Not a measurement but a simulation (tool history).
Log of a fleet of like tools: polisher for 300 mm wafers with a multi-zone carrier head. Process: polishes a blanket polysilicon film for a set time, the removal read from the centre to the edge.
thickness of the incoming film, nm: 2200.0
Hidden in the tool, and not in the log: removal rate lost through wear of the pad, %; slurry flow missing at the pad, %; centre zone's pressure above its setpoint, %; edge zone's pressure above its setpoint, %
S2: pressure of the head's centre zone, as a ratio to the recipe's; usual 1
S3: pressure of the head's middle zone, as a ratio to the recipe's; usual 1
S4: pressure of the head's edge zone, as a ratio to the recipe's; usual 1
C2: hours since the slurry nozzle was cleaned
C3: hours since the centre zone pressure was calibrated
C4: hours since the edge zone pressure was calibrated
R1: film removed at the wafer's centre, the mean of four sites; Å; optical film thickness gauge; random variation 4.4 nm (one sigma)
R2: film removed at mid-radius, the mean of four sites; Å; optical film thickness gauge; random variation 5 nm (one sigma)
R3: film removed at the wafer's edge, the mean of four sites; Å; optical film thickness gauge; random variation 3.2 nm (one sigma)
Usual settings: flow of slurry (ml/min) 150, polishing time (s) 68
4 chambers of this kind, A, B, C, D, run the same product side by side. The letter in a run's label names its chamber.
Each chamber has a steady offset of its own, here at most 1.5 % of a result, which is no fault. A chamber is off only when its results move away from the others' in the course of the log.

{"run": "1D", "hour": 7.5, "flow of slurry (ml/min)": 150, "S2": 1, "S3": 1, "S4": 1, "polishing time (s)": 68, "wafers polished on this pad": 328, "C2": 395.5, "C3": 226.7, "C4": 518.7, "R1": 3914, "R2": 3972.5, "R3": 3951.8}
{"run": "2B", "hour": 13.5, "flow of slurry (ml/min)": 150, "S2": 1, "S3": 1, "S4": 1, "polishing time (s)": 68, "wafers polished on this pad": 526, "C2": 609.3, "C3": 552, "C4": 315.2, "R1": 4058, "R2": 3912.5, "R3": 3970.4}
{"hour": 14.2, "done": "chamber A: worn pad replaced by a new one"}
{"run": "3C", "hour": 24.0, "flow of slurry (ml/min)": 150, "S2": 1, "S3": 1, "S4": 1, "polishing time (s)": 68, "wafers polished on this pad": 366, "C2": 327.9, "C3": 1373.9, "C4": 315.2, "R1": 3943.4, "R2": 3870.6, "R3": 3971.4}
{"run": "4A", "hour": 30.2, "flow of slurry (ml/min)": 150, "S2": 1, "S3": 1, "S4": 1, "polishing time (s)": 68, "wafers polished on this pad": 162, "C2": 173.9, "C3": 114.4, "C4": 1028, "R1": 4040.5, "R2": 3980, "R3": 3871.2}
{"run": "5D", "hour": 39.2, "flow of slurry (ml/min)": 150, "S2": 1.08, "S3": 1, "S4": 1, "polishing time (s)": 76, "wafers polished on this pad": 648, "C2": 427.2, "C3": 258.4, "C4": 550.4, "R1": 4888.1, "R2": 4454.8, "R3": 4465.3}
{"run": "6A", "hour": 47.7, "flow of slurry (ml/min)": 150, "S2": 1.08, "S3": 1, "S4": 1, "polishing time (s)": 76, "wafers polished on this pad": 338, "C2": 191.4, "C3": 131.9, "C4": 1045.5, "R1": 4870.9, "R2": 4424.6, "R3": 4410}
{"hour": 54.5, "done": "chamber C: slurry nozzle cleaned"}
{"hour": 56.4, "done": "chamber D: worn pad replaced by a new one"}
{"run": "7C", "hour": 58.1, "flow of slurry (ml/min)": 150, "S2": 1.08, "S3": 1, "S4": 1, "polishing time (s)": 76, "wafers polished on this pad": 711, "C2": 3.6, "C3": 1408, "C4": 349.3, "R1": 4883.5, "R2": 4374.6, "R3": 4437.7}
{"run": "8B", "hour": 62.7, "flow of slurry (ml/min)": 150, "S2": 1.08, "S3": 1, "S4": 1, "polishing time (s)": 76, "wafers polished on this pad": 1023, "C2": 658.5, "C3": 601.2, "C4": 364.4, "R1": 4832.3, "R2": 4404.7, "R3": 4392.4}
{"hour": 67.1, "done": "chamber B: centre zone pressure recalibrated"}
{"run": "9B", "hour": 67.7, "flow of slurry (ml/min)": 150, "S2": 1, "S3": 1, "S4": 1, "polishing time (s)": 68, "wafers polished on this pad": 1073, "C2": 663.5, "C3": 0.7, "C4": 369.4, "R1": 3937.3, "R2": 3952.4, "R3": 3971.6}
{"run": "10C", "hour": 77.0, "flow of slurry (ml/min)": 150, "S2": 1, "S3": 1, "S4": 1, "polishing time (s)": 68, "wafers polished on this pad": 902, "C2": 22.5, "C3": 1426.9, "C4": 368.2, "R1": 4018.5, "R2": 3966.4, "R3": 3925}
{"hour": 78.0, "done": "chamber B: slurry nozzle cleaned"}
{"run": "11D", "hour": 85.6, "flow of slurry (ml/min)": 150, "S2": 1, "S3": 1, "S4": 1, "polishing time (s)": 68, "wafers polished on this pad": 295, "C2": 473.6, "C3": 304.8, "C4": 596.8, "R1": 3944.7, "R2": 3972.7, "R3": 3952.7}
{"hour": 91.7, "done": "chamber A: worn pad replaced by a new one"}
{"hour": 91.9, "done": "chamber B: worn pad replaced by a new one"}
{"run": "12A", "hour": 93.8, "flow of slurry (ml/min)": 150, "S2": 1, "S3": 1, "S4": 1, "polishing time (s)": 68, "wafers polished on this pad": 21, "C2": 237.5, "C3": 178, "C4": 1091.6, "R1": 4011.6, "R2": 3918.4, "R3": 3846.3}
{"run": "13C", "hour": 101.3, "flow of slurry (ml/min)": 150, "S2": 1, "S3": 1, "S4": 1, "polishing time (s)": 68, "wafers polished on this pad": 1147, "C2": 46.8, "C3": 1451.2, "C4": 392.5, "R1": 3901.8, "R2": 4012.4, "R3": 3932.8}
{"run": "14B", "hour": 109.8, "flow of slurry (ml/min)": 150, "S2": 1, "S3": 1, "S4": 1, "polishing time (s)": 68, "wafers polished on this pad": 181, "C2": 31.8, "C3": 42.8, "C4": 411.5, "R1": 3998.1, "R2": 3953.4, "R3": 3944}
{"hour": 111.3, "done": "chamber C: worn pad replaced by a new one"}
{"run": "15A", "hour": 116.0, "flow of slurry (ml/min)": 150, "S2": 1, "S3": 1, "S4": 1, "polishing time (s)": 68, "wafers polished on this pad": 245, "C2": 259.7, "C3": 200.2, "C4": 1113.8, "R1": 3942.3, "R2": 4035.1, "R3": 3982.9}
{"hour": 121.9, "done": "chamber C: edge zone pressure recalibrated"}
{"run": "16D", "hour": 125.1, "flow of slurry (ml/min)": 150, "S2": 1, "S3": 1, "S4": 1, "polishing time (s)": 68, "wafers polished on this pad": 694, "C2": 513.1, "C3": 344.3, "C4": 636.3, "R1": 3904.6, "R2": 4004.8, "R3": 3965.5}
{"run": "17D", "hour": 134.2, "flow of slurry (ml/min)": 150, "S2": 1, "S3": 1, "S4": 1, "polishing time (s)": 68, "wafers polished on this pad": 786, "C2": 522.2, "C3": 353.4, "C4": 645.4, "R1": 3917.7, "R2": 3955.5, "R3": 3965.8}
{"run": "18B", "hour": 143.0, "flow of slurry (ml/min)": 150, "S2": 0.9, "S3": 1, "S4": 1, "polishing time (s)": 68, "wafers polished on this pad": 517, "C2": 65, "C3": 76, "C4": 444.7, "R1": 3590.6, "R2": 3947.9, "R3": 3962.6}
{"run": "19C", "hour": 149.4, "flow of slurry (ml/min)": 150, "S2": 0.9, "S3": 1, "S4": 1, "polishing time (s)": 68, "wafers polished on this pad": 385, "C2": 94.9, "C3": 1499.3, "C4": 27.5, "R1": 3563.6, "R2": 3860.1, "R3": 3908}
{"hour": 151.1, "done": "chamber D: worn pad replaced by a new one"}
{"hour": 153.5, "done": "chamber A: worn pad replaced by a new one"}
{"run": "20A", "hour": 158.8, "flow of slurry (ml/min)": 150, "S2": 0.9, "S3": 1, "S4": 1, "polishing time (s)": 68, "wafers polished on this pad": 54, "C2": 302.5, "C3": 243, "C4": 1156.6, "R1": 3555.8, "R2": 3930.1, "R3": 3910.5}
{"run": "21C", "hour": 164.7, "flow of slurry (ml/min)": 150, "S2": 0.9, "S3": 1, "S4": 1, "polishing time (s)": 68, "wafers polished on this pad": 540, "C2": 110.2, "C3": 1514.6, "C4": 42.8, "R1": 3450.8, "R2": 3962.9, "R3": 3941.3}
{"run": "22D", "hour": 169.4, "flow of slurry (ml/min)": 150, "S2": 1, "S3": 1, "S4": 1, "polishing time (s)": 68, "wafers polished on this pad": 185, "C2": 557.4, "C3": 388.6, "C4": 680.6, "R1": 3944.5, "R2": 3923.9, "R3": 3957}
{"run": "23A", "hour": 175.4, "flow of slurry (ml/min)": 150, "S2": 0.9, "S3": 1, "S4": 1, "polishing time (s)": 68, "wafers polished on this pad": 222, "C2": 319.1, "C3": 259.6, "C4": 1173.2, "R1": 3515.7, "R2": 3913.5, "R3": 3972.3}
{"run": "24B", "hour": 183.9, "flow of slurry (ml/min)": 150, "S2": 0.9, "S3": 1, "S4": 1, "polishing time (s)": 68, "wafers polished on this pad": 930, "C2": 105.9, "C3": 116.9, "C4": 485.6, "R1": 3576.2, "R2": 3981.4, "R3": 3924.1}
{"run": "25D", "hour": 192.2, "flow of slurry (ml/min)": 150, "S2": 0.9, "S3": 1, "S4": 1, "polishing time (s)": 68, "wafers polished on this pad": 415, "C2": 580.2, "C3": 411.4, "C4": 703.4, "R1": 3472.3, "R2": 3940.3, "R3": 3912.6}
{"run": "26C", "hour": 200.8, "flow of slurry (ml/min)": 150, "S2": 0.9, "S3": 1, "S4": 1, "polishing time (s)": 68, "wafers polished on this pad": 904, "C2": 146.3, "C3": 1550.7, "C4": 78.9, "R1": 3614.3, "R2": 3914.1, "R3": 3960.2}
{"run": "27A", "hour": 207.6, "flow of slurry (ml/min)": 150, "S2": 1, "S3": 1, "S4": 1, "polishing time (s)": 68, "wafers polished on this pad": 547, "C2": 351.3, "C3": 291.8, "C4": 1205.4, "R1": 4039, "R2": 3840.7, "R3": 3904.2}
{"run": "28B", "hour": 213.1, "flow of slurry (ml/min)": 150, "S2": 1, "S3": 1, "S4": 1, "polishing time (s)": 68, "wafers polished on this pad": 1224, "C2": 135.1, "C3": 146.1, "C4": 514.8, "R1": 4022.1, "R2": 3967.7, "R3": 3900.4}
{"hour": 220.7, "done": "chamber A: worn pad replaced by a new one"}
{"hour": 221.7, "done": "chamber B: worn pad replaced by a new one"}
{"run": "29A", "hour": 222.5, "flow of slurry (ml/min)": 150, "S2": 1, "S3": 1, "S4": 1, "polishing time (s)": 68, "wafers polished on this pad": 18, "C2": 366.2, "C3": 306.7, "C4": 1220.3, "R1": 4049, "R2": 3943.7, "R3": 3990.1}
{"run": "30C", "hour": 232.0, "flow of slurry (ml/min)": 150, "S2": 1, "S3": 1, "S4": 1, "polishing time (s)": 68, "wafers polished on this pad": 1219, "C2": 177.5, "C3": 1581.9, "C4": 110.1, "R1": 3972.8, "R2": 3915.2, "R3": 3946.6}
{"hour": 236.0, "done": "chamber C: worn pad replaced by a new one"}
{"run": "31D", "hour": 241.2, "flow of slurry (ml/min)": 150, "S2": 1, "S3": 1, "S4": 1, "polishing time (s)": 68, "wafers polished on this pad": 910, "C2": 629.2, "C3": 460.4, "C4": 752.4, "R1": 3950.6, "R2": 3969.1, "R3": 3934.3}
{"hour": 241.3, "done": "chamber D: worn pad replaced by a new one"}
{"run": "32B", "hour": 246.1, "flow of slurry (ml/min)": 150, "S2": 1, "S3": 1, "S4": 1, "polishing time (s)": 68, "wafers polished on this pad": 247, "C2": 168.1, "C3": 179.1, "C4": 547.8, "R1": 3980.8, "R2": 3948.1, "R3": 3950.3}
{"run": "33A", "hour": 253.6, "flow of slurry (ml/min)": 150, "S2": 1, "S3": 1, "S4": 1, "polishing time (s)": 68, "wafers polished on this pad": 332, "C2": 397.3, "C3": 337.8, "C4": 1251.4, "R1": 4000.7, "R2": 3891.4, "R3": 3893.5}
{"run": "34C", "hour": 260.4, "flow of slurry (ml/min)": 150, "S2": 1, "S3": 1, "S4": 1, "polishing time (s)": 68, "wafers polished on this pad": 247, "C2": 205.9, "C3": 1610.3, "C4": 138.5, "R1": 3898.4, "R2": 3987.6, "R3": 4027.2}
{"run": "35D", "hour": 267.4, "flow of slurry (ml/min)": 150, "S2": 1, "S3": 1, "S4": 1, "polishing time (s)": 86, "wafers polished on this pad": 263, "C2": 655.4, "C3": 486.6, "C4": 778.6, "R1": 5019.4, "R2": 5083.4, "R3": 5024.9}
{"hour": 273.1, "done": "chamber B: edge zone pressure recalibrated"}
{"run": "36B", "hour": 275.0, "flow of slurry (ml/min)": 150, "S2": 1, "S3": 1, "S4": 1, "polishing time (s)": 86, "wafers polished on this pad": 538, "C2": 197, "C3": 208, "C4": 2, "R1": 5094.5, "R2": 4987.6, "R3": 4982.9}

What goes on in this fleet: one chamber off, a drifting gauge, or nothing beyond the chambers' own small offsets? Name the chamber and the cause, if any.

No chamber stands off beyond its own small offset, and the gauge holds steady.
